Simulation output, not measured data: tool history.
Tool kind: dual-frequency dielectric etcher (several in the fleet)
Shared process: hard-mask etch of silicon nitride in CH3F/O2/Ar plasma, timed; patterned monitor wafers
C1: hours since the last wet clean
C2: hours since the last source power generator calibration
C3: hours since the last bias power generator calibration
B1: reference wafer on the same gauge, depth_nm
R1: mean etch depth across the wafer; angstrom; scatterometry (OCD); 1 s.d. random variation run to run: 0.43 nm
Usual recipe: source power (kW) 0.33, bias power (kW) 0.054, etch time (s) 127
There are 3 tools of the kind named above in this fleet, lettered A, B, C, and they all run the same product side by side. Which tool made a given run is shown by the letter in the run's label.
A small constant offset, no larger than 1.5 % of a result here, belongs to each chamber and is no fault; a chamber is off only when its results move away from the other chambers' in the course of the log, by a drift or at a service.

{"run": "1A", "hour": 2.9, "source power (kW)": 0.33, "bias power (kW)": 0.054, "etch time (s)": 127, "C1": 177.1, "C2": 884.5, "C3": 900, "B1": 82.219, "R1": 753.71}
{"run": "2B", "hour": 9.0, "source power (kW)": 0.33, "bias power (kW)": 0.054, "etch time (s)": 127, "C1": 16.6, "C2": 920.5, "C3": 1299.4, "B1": 82.092, "R1": 753.22}
{"run": "3C", "hour": 12.4, "source power (kW)": 0.33, "bias power (kW)": 0.054, "etch time (s)": 127, "C1": 236.8, "C2": 162.4, "C3": 3019.2, "B1": 82.008, "R1": 768.37}
{"run": "4B", "hour": 18.6, "source power (kW)": 0.33, "bias power (kW)": 0.054, "etch time (s)": 127, "C1": 26.2, "C2": 930.1, "C3": 1309, "B1": 81.934, "R1": 744.4}
{"run": "5C", "hour": 21.5, "source power (kW)": 0.33, "bias power (kW)": 0.054, "etch time (s)": 127, "C1": 245.9, "C2": 171.5, "C3": 3028.3, "B1": 82.14, "R1": 758.8}
{"run": "6A", "hour": 25.3, "source power (kW)": 0.33, "bias power (kW)": 0.054, "etch time (s)": 127, "C1": 199.5, "C2": 906.9, "C3": 922.4, "B1": 82.093, "R1": 748.69}
{"run": "7C", "hour": 28.2, "source power (kW)": 0.33, "bias power (kW)": 0.054, "etch time (s)": 127, "C1": 252.6, "C2": 178.2, "C3": 3035, "B1": 82.158, "R1": 758.83}
{"run": "8B", "hour": 32.7, "source power (kW)": 0.33, "bias power (kW)": 0.054, "etch time (s)": 127, "C1": 40.3, "C2": 944.2, "C3": 1323.1, "B1": 82.169, "R1": 756.25}
{"run": "9A", "hour": 37.9, "source power (kW)": 0.33, "bias power (kW)": 0.054, "etch time (s)": 127, "C1": 212.1, "C2": 919.5, "C3": 935, "B1": 82.041, "R1": 750.72}
{"run": "10B", "hour": 42.1, "source power (kW)": 0.33, "bias power (kW)": 0.054, "etch time (s)": 127, "C1": 49.7, "C2": 953.6, "C3": 1332.5, "B1": 82.092, "R1": 750.48}
{"run": "11A", "hour": 46.2, "source power (kW)": 0.33, "bias power (kW)": 0.054, "etch time (s)": 127, "C1": 220.4, "C2": 927.8, "C3": 943.3, "B1": 82.068, "R1": 745.62}
{"run": "12C", "hour": 51.0, "source power (kW)": 0.33, "bias power (kW)": 0.059, "etch time (s)": 107, "C1": 275.4, "C2": 201, "C3": 3057.8, "B1": 81.995, "R1": 657.28}
{"run": "13C", "hour": 54.4, "source power (kW)": 0.33, "bias power (kW)": 0.059, "etch time (s)": 107, "C1": 278.8, "C2": 204.4, "C3": 3061.2, "B1": 82.058, "R1": 657.42}
{"run": "14A", "hour": 60.5, "source power (kW)": 0.33, "bias power (kW)": 0.059, "etch time (s)": 107, "C1": 234.7, "C2": 942.1, "C3": 957.6, "B1": 82.219, "R1": 652.02}
{"run": "15B", "hour": 64.4, "source power (kW)": 0.33, "bias power (kW)": 0.054, "etch time (s)": 127, "C1": 72, "C2": 975.9, "C3": 1354.8, "B1": 82.016, "R1": 755.65}
{"run": "16A", "hour": 70.0, "source power (kW)": 0.33, "bias power (kW)": 0.054, "etch time (s)": 127, "C1": 244.2, "C2": 951.6, "C3": 967.1, "B1": 82.037, "R1": 759.06}
{"run": "17B", "hour": 74.7, "source power (kW)": 0.33, "bias power (kW)": 0.054, "etch time (s)": 127, "C1": 82.3, "C2": 986.2, "C3": 1365.1, "B1": 82.186, "R1": 745.63}
{"run": "18C", "hour": 78.4, "source power (kW)": 0.33, "bias power (kW)": 0.054, "etch time (s)": 127, "C1": 302.8, "C2": 228.4, "C3": 3085.2, "B1": 82.131, "R1": 759.4}
{"run": "19A", "hour": 81.3, "source power (kW)": 0.36, "bias power (kW)": 0.054, "etch time (s)": 103, "C1": 255.5, "C2": 962.9, "C3": 978.4, "B1": 81.962, "R1": 631.33}
{"run": "20B", "hour": 86.2, "source power (kW)": 0.36, "bias power (kW)": 0.054, "etch time (s)": 103, "C1": 93.8, "C2": 997.7, "C3": 1376.6, "B1": 82.128, "R1": 627.44}
{"run": "21C", "hour": 89.4, "source power (kW)": 0.36, "bias power (kW)": 0.054, "etch time (s)": 103, "C1": 313.8, "C2": 239.4, "C3": 3096.2, "B1": 82.075, "R1": 632.44}
{"run": "22A", "hour": 94.7, "source power (kW)": 0.28, "bias power (kW)": 0.061, "etch time (s)": 127, "C1": 268.9, "C2": 976.3, "C3": 991.8, "B1": 82.091, "R1": 732.75}
{"run": "23C", "hour": 98.6, "source power (kW)": 0.28, "bias power (kW)": 0.061, "etch time (s)": 127, "C1": 323, "C2": 248.6, "C3": 3105.4, "B1": 82.056, "R1": 737.07}
{"run": "24B", "hour": 101.4, "source power (kW)": 0.28, "bias power (kW)": 0.061, "etch time (s)": 127, "C1": 109, "C2": 1012.9, "C3": 1391.8, "B1": 82.057, "R1": 724.13}
{"run": "25B", "hour": 105.2, "source power (kW)": 0.33, "bias power (kW)": 0.054, "etch time (s)": 127, "C1": 112.8, "C2": 1016.7, "C3": 1395.6, "B1": 82.192, "R1": 749}
{"run": "26C", "hour": 111.1, "source power (kW)": 0.33, "bias power (kW)": 0.054, "etch time (s)": 127, "C1": 335.5, "C2": 261.1, "C3": 3117.9, "B1": 82.09, "R1": 750.75}
{"run": "27A", "hour": 116.8, "source power (kW)": 0.33, "bias power (kW)": 0.054, "etch time (s)": 127, "C1": 291, "C2": 998.4, "C3": 1013.9, "B1": 82.083, "R1": 748.92}
{"run": "28A", "hour": 122.6, "source power (kW)": 0.33, "bias power (kW)": 0.054, "etch time (s)": 127, "C1": 296.8, "C2": 1004.2, "C3": 1019.7, "B1": 82.169, "R1": 753.55}
{"run": "29C", "hour": 125.5, "source power (kW)": 0.33, "bias power (kW)": 0.054, "etch time (s)": 127, "C1": 349.9, "C2": 275.5, "C3": 3132.3, "B1": 82.079, "R1": 755.28}
{"run": "30B", "hour": 129.2, "source power (kW)": 0.33, "bias power (kW)": 0.054, "etch time (s)": 127, "C1": 136.8, "C2": 1040.7, "C3": 1419.6, "B1": 82.081, "R1": 745.7}
{"run": "31C", "hour": 135.2, "source power (kW)": 0.33, "bias power (kW)": 0.054, "etch time (s)": 127, "C1": 359.6, "C2": 285.2, "C3": 3142, "B1": 82.076, "R1": 762.64}
{"run": "32B", "hour": 139.0, "source power (kW)": 0.33, "bias power (kW)": 0.054, "etch time (s)": 127, "C1": 146.6, "C2": 1050.5, "C3": 1429.4, "B1": 82.005, "R1": 752.04}
{"run": "33A", "hour": 144.8, "source power (kW)": 0.33, "bias power (kW)": 0.054, "etch time (s)": 127, "C1": 319, "C2": 1026.4, "C3": 1041.9, "B1": 82.038, "R1": 749.15}
{"run": "34C", "hour": 149.0, "source power (kW)": 0.36, "bias power (kW)": 0.054, "etch time (s)": 127, "C1": 373.4, "C2": 299, "C3": 3155.8, "B1": 82.042, "R1": 772.34}

For the next run the whole fleet of 3 chambers uses the same settings. Give each chamber's results:
{"run": "35A", "hour": 153.6, "source power (kW)": 0.33, "bias power (kW)": 0.054, "etch time (s)": 127, "R1": "?"}
{"run": "35B", "hour": 153.6, "source power (kW)": 0.33, "bias power (kW)": 0.054, "etch time (s)": 127, "R1": "?"}
{"run": "35C", "hour": 153.6, "source power (kW)": 0.33, "bias power (kW)": 0.054, "etch time (s)": 127, "R1": "?"}

run=35A R1=751.72
run=35B R1=747.73
run=35C R1=758.58
